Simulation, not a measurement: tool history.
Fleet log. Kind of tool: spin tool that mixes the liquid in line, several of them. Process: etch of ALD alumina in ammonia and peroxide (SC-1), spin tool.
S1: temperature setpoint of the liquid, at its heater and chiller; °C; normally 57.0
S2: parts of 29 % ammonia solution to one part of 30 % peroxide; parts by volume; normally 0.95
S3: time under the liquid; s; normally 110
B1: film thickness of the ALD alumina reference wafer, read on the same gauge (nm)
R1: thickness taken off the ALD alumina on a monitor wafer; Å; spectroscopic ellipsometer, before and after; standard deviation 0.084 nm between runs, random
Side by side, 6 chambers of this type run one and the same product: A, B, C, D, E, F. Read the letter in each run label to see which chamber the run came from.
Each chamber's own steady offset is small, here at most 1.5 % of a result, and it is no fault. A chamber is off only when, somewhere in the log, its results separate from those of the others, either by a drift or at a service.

Run 1B, hour 8.8: usual settings; B1 140.00. Result: R1 89.337 Å.
Run 2C, hour 16.7: usual settings; B1 140.01. Result: R1 91.264 Å.
At hour 18.5: chamber C: thermometer replaced.
Run 3E, hour 22.3: usual settings; B1 140.03. Result: R1 89.554 Å.
Run 4D, hour 31.9: usual settings; B1 139.98. Result: R1 91.526 Å.
At hour 35.4: chamber D: thermometer replaced.
At hour 39.9: chamber C: new drum of ammonia solution connected.
Run 5F, hour 40.3: usual settings; B1 140.04. Result: R1 91.058 Å.
Run 6A, hour 50.3: usual settings; B1 139.99. Result: R1 90.992 Å.
Run 7E, hour 58.0: usual settings; B1 140.01. Result: R1 88.450 Å.
At hour 58.5: chamber B: new drum of ammonia solution connected.
Run 8F, hour 64.4: usual settings; B1 139.99. Result: R1 92.156 Å.
Run 9C, hour 72.9: usual settings; B1 140.01. Result: R1 91.379 Å.
Run 10A, hour 81.2: usual settings; B1 139.98. Result: R1 90.237 Å.
Run 11D, hour 93.8: usual settings; B1 139.98. Result: R1 90.760 Å.
Run 12B, hour 102.6: usual settings; B1 140.02. Result: R1 90.114 Å.
Run 13A, hour 109.9: usual settings but S2 1.15 parts by volume; B1 140.00. Result: R1 91.486 Å.
Run 14B, hour 120.7: usual settings but S2 1.15 parts by volume; B1 140.00. Result: R1 90.870 Å.
Run 15D, hour 126.7: usual settings but S2 1.15 parts by volume; B1 140.00. Result: R1 93.090 Å.
Run 16C, hour 139.4: usual settings but S2 1.15 parts by volume; B1 139.99. Result: R1 92.910 Å.
Run 17F, hour 145.7: usual settings but S2 1.15 parts by volume; B1 140.00. Result: R1 92.660 Å.
Run 18E, hour 151.8: usual settings but S2 1.15 parts by volume; B1 140.02. Result: R1 91.547 Å.
Run 19E, hour 162.6: usual settings; B1 140.00. Result: R1 88.651 Å.
Run 20A, hour 171.7: usual settings; B1 140.00. Result: R1 89.945 Å.
Run 21B, hour 184.3: usual settings but S3 85 s; B1 139.99. Result: R1 69.785 Å.
Run 22C, hour 196.8: usual settings but S3 85 s; B1 140.00. Result: R1 68.407 Å.
At hour 200.3: chamber E: thermometer replaced.
At hour 203.7: chamber F: new drum of ammonia solution connected.
Run 23F, hour 205.1: usual settings but S3 85 s; B1 139.99. Result: R1 71.421 Å.
Run 24D, hour 215.2: usual settings but S3 85 s; B1 140.00. Result: R1 69.276 Å.
Run 25C, hour 225.7: usual settings but S3 85 s; B1 139.98. Result: R1 66.825 Å.
Run 26F, hour 237.0: usual settings but S3 85 s; B1 140.02. Result: R1 71.234 Å.
Run 27B, hour 245.8: usual settings but S1 49.5 °C, S2 0.70 parts by volume; B1 140.01. Result: R1 58.436 Å.
Run 28E, hour 254.0: usual settings but S1 49.5 °C, S2 0.70 parts by volume; B1 139.97. Result: R1 58.922 Å.
Run 29D, hour 262.6: usual settings but S1 49.5 °C, S2 0.70 parts by volume; B1 140.00. Result: R1 59.905 Å.
Run 30A, hour 275.7: usual settings but S1 49.5 °C, S2 0.70 parts by volume; B1 140.01. Result: R1 59.951 Å.
Run 31C, hour 287.8: usual settings but S1 49.5 °C, S2 0.70 parts by volume; B1 140.02. Result: R1 54.994 Å.
Run 32D, hour 293.7: usual settings but S1 49.5 °C, S2 0.70 parts by volume; B1 140.01. Result: R1 59.471 Å.
Run 33F, hour 305.7: usual settings; B1 140.01. Result: R1 91.700 Å.
Run 34B, hour 315.8: usual settings; B1 140.01. Result: R1 90.250 Å.
At hour 319.8: chamber B: new drum of ammonia solution connected.
Run 35E, hour 328.3: usual settings; B1 140.02. Result: R1 89.915 Å.
Run 36A, hour 335.7: usual settings; B1 140.01. Result: R1 89.153 Å.
Run 37E, hour 342.1: usual settings; B1 139.97. Result: R1 89.287 Å.
At hour 343.8: chamber A: thermometer replaced.
Run 38D, hour 354.6: usual settings; B1 139.99. Result: R1 91.021 Å.
Run 39B, hour 365.6: usual settings; B1 139.98. Result: R1 89.482 Å.
Run 40F, hour 376.6: usual settings; B1 140.01. Result: R1 91.084 Å.
Run 41C, hour 388.2: usual settings; B1 139.97. Result: R1 81.405 Å.
Run 42A, hour 401.0: usual settings; B1 140.01. Result: R1 90.091 Å.

All 6 chambers run these settings next. Forecast each chamber's results:
Run 43A, hour 410.4: usual settings. Result: R1 ?.
Run 43B, hour 410.4: usual settings. Result: R1 ?.
Run 43C, hour 410.4: usual settings. Result: R1 ?.
Run 43D, hour 410.4: usual settings. Result: R1 ?.
Run 43E, hour 410.4: usual settings. Result: R1 ?.
Run 43F, hour 410.4: usual settings. Result: R1 ?.

run      R1
43A  88.851
43B  91.009
43C  81.775
43D  91.272
43E  89.145
43F  91.099
